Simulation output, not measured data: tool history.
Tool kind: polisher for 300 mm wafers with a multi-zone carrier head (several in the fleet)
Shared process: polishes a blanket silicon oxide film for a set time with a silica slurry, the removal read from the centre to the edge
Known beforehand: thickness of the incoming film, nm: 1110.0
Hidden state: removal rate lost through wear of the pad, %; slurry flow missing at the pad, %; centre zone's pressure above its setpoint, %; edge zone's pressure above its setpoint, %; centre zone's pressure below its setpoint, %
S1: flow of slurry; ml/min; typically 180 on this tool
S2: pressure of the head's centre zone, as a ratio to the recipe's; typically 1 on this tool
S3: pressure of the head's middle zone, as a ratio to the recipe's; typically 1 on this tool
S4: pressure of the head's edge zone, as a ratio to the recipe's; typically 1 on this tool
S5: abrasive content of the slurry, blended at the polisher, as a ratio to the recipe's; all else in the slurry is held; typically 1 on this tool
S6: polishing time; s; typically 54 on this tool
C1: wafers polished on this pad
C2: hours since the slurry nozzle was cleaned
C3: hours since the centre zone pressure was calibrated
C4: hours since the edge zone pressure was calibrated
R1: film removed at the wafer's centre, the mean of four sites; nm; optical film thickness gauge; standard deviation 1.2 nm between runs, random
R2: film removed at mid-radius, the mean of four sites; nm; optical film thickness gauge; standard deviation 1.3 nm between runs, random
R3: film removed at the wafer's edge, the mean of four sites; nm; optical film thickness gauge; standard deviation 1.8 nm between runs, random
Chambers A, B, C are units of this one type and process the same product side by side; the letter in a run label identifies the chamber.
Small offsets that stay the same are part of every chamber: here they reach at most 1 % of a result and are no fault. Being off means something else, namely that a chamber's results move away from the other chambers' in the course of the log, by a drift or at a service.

Run 1C, hour 15.4: usual settings; C1 787; C2 91.9; C3 238.8; C4 521.3. Result: R1 130.86 nm, R2 133.76 nm, R3 130.03 nm.
At hour 16.1: chamber A: worn pad replaced by a new one.
At hour 27.1: chamber C: worn pad replaced by a new one.
At hour 27.6: chamber B: worn pad replaced by a new one.
Run 2A, hour 28.8: usual settings; C1 143; C2 77.7; C3 691.8; C4 223.7. Result: R1 131.1 nm, R2 131.49 nm, R3 133.27 nm.
Run 3B, hour 39.3: usual settings; C1 132; C2 199.8; C3 161.6; C4 1030.9. Result: R1 133.2 nm, R2 130.79 nm, R3 133.53 nm.
Run 4A, hour 50.2: usual settings; C1 385; C2 99.1; C3 713.2; C4 245.1. Result: R1 134.05 nm, R2 135.87 nm, R3 136.14 nm.
Run 5B, hour 61: usual settings; C1 377; C2 221.5; C3 183.3; C4 1052.6. Result: R1 129.89 nm, R2 131.62 nm, R3 133.09 nm.
At hour 71.4: chamber B: slurry nozzle cleaned.
Run 6C, hour 73.9: usual settings but S2 0.92; C1 529; C2 150.4; C3 297.3; C4 579.8. Result: R1 120.07 nm, R2 133.15 nm, R3 134.54 nm.
Run 7B, hour 83.7: usual settings but S2 0.92; C1 633; C2 12.4; C3 206; C4 1075.3. Result: R1 120.54 nm, R2 128.56 nm, R3 133.2 nm.
Run 8A, hour 99.7: usual settings but S2 0.92; C1 943; C2 148.6; C3 762.7; C4 294.6. Result: R1 121.41 nm, R2 134.49 nm, R3 131.49 nm.
At hour 106.2: chamber B: worn pad replaced by a new one.
At hour 106.5: chamber C: worn pad replaced by a new one.
At hour 108: chamber C: edge zone pressure recalibrated.
Run 9C, hour 108.7: usual settings; C1 25; C2 185.2; C3 332.1; C4 0.7. Result: R1 131.72 nm, R2 133.49 nm, R3 128.7 nm.
Run 10B, hour 117: usual settings; C1 122; C2 45.7; C3 239.3; C4 1108.6. Result: R1 130.92 nm, R2 132.44 nm, R3 131.97 nm.
At hour 121.1: chamber C: slurry nozzle cleaned.
At hour 125.9: chamber A: worn pad replaced by a new one.
Run 11A, hour 131.2: usual settings; C1 60; C2 180.1; C3 794.2; C4 326.1. Result: R1 135.05 nm, R2 132.59 nm, R3 131.18 nm.
Run 12C, hour 144.2: usual settings; C1 426; C2 23.1; C3 367.6; C4 36.2. Result: R1 131.76 nm, R2 133.36 nm, R3 131.36 nm.
Run 13B, hour 151.5: usual settings; C1 512; C2 80.2; C3 273.8; C4 1143.1. Result: R1 125.85 nm, R2 130.9 nm, R3 130.11 nm.
Run 14A, hour 165: usual settings; C1 442; C2 213.9; C3 828; C4 359.9. Result: R1 134.26 nm, R2 134.88 nm, R3 131.79 nm.
Run 15C, hour 175.2: usual settings; C1 775; C2 54.1; C3 398.6; C4 67.2. Result: R1 131.7 nm, R2 131.19 nm, R3 129.85 nm.
At hour 178: chamber C: worn pad replaced by a new one.
At hour 180.1: chamber B: worn pad replaced by a new one.
Run 16B, hour 182.3: usual settings; C1 25; C2 111; C3 304.6; C4 1173.9. Result: R1 126.22 nm, R2 132.55 nm, R3 132.33 nm.
Run 17C, hour 189.9: usual settings; C1 134; C2 68.8; C3 413.3; C4 81.9. Result: R1 131.75 nm, R2 132.05 nm, R3 133.06 nm.
Run 18A, hour 203.5: usual settings; C1 876; C2 252.4; C3 866.5; C4 398.4. Result: R1 133.32 nm, R2 134.2 nm, R3 132.42 nm.
Run 19A, hour 214.5: usual settings; C1 1000; C2 263.4; C3 877.5; C4 409.4. Result: R1 132.12 nm, R2 132.04 nm, R3 132.08 nm.
Run 20C, hour 222.4: usual settings; C1 501; C2 101.3; C3 445.8; C4 114.4. Result: R1 133.81 nm, R2 132.14 nm, R3 129.08 nm.
Run 21B, hour 230.7: usual settings; C1 571; C2 159.4; C3 353; C4 1222.3. Result: R1 123.3 nm, R2 130.74 nm, R3 132.18 nm.
Run 22B, hour 242.6: usual settings but S5 1.15; C1 705; C2 171.3; C3 364.9; C4 1234.2. Result: R1 129.52 nm, R2 138.33 nm, R3 141.98 nm.
At hour 244.4: chamber A: worn pad replaced by a new one.
At hour 254.6: chamber B: worn pad replaced by a new one.
Run 23C, hour 254.6: usual settings but S5 1.15; C1 864; C2 133.5; C3 478; C4 146.6. Result: R1 141.47 nm, R2 141.22 nm, R3 142.94 nm.
At hour 254.7: chamber C: worn pad replaced by a new one.
Run 24A, hour 270.7: usual settings but S5 1.15; C1 297; C2 319.6; C3 933.7; C4 465.6. Result: R1 144.46 nm, R2 144.12 nm, R3 139.62 nm.
Run 25A, hour 277.9: usual settings; C1 378; C2 326.8; C3 940.9; C4 472.8. Result: R1 132.58 nm, R2 132.6 nm, R3 132.17 nm.
Run 26B, hour 288.3: usual settings; C1 380; C2 217; C3 410.6; C4 1279.9. Result: R1 121.83 nm, R2 132.08 nm, R3 130.34 nm.
Run 27C, hour 304.4: usual settings; C1 560; C2 183.3; C3 527.8; C4 196.4. Result: R1 129.54 nm, R2 132.06 nm, R3 132.22 nm.
At hour 314.7: chamber B: edge zone pressure recalibrated.
Run 28A, hour 316.1: usual settings; C1 809; C2 365; C3 979.1; C4 511. Result: R1 133.65 nm, R2 135.42 nm, R3 132.83 nm.
Run 29C, hour 326: usual settings but S4 0.95, S5 1.25; C1 804; C2 204.9; C3 549.4; C4 218. Result: R1 143.44 nm, R2 146.8 nm, R3 139.71 nm.
At hour 328.1: chamber C: worn pad replaced by a new one.
At hour 332.3: chamber B: slurry nozzle cleaned.
At hour 335.6: chamber B: worn pad replaced by a new one.
Run 30B, hour 341.4: usual settings but S4 0.95, S5 1.25; C1 65; C2 9.1; C3 463.7; C4 26.8. Result: R1 127.54 nm, R2 143.84 nm, R3 145.14 nm.
At hour 349: chamber C: slurry nozzle cleaned.
Run 31C, hour 351.7: usual settings but S4 0.95, S5 1.25; C1 266; C2 2.8; C3 575.1; C4 243.7. Result: R1 145.39 nm, R2 147.01 nm, R3 144.56 nm.
Run 32B, hour 361: usual settings; C1 286; C2 28.7; C3 483.3; C4 46.4. Result: R1 116.17 nm, R2 133.7 nm, R3 132.39 nm.

Predict what each chamber gives when all 3 of them run the settings below next.
Run 33A, hour 372.5: usual settings. Result: R1 ?, R2 ?, R3 ?.
Run 33B, hour 372.5: usual settings. Result: R1 ?, R2 ?, R3 ?.
Run 33C, hour 372.5: usual settings. Result: R1 ?, R2 ?, R3 ?.

run      R1      R2      R3
33A  130.32  132.64  130.96
33B  115.94  135.94  132.35
33C  131.16   132.3  130.87
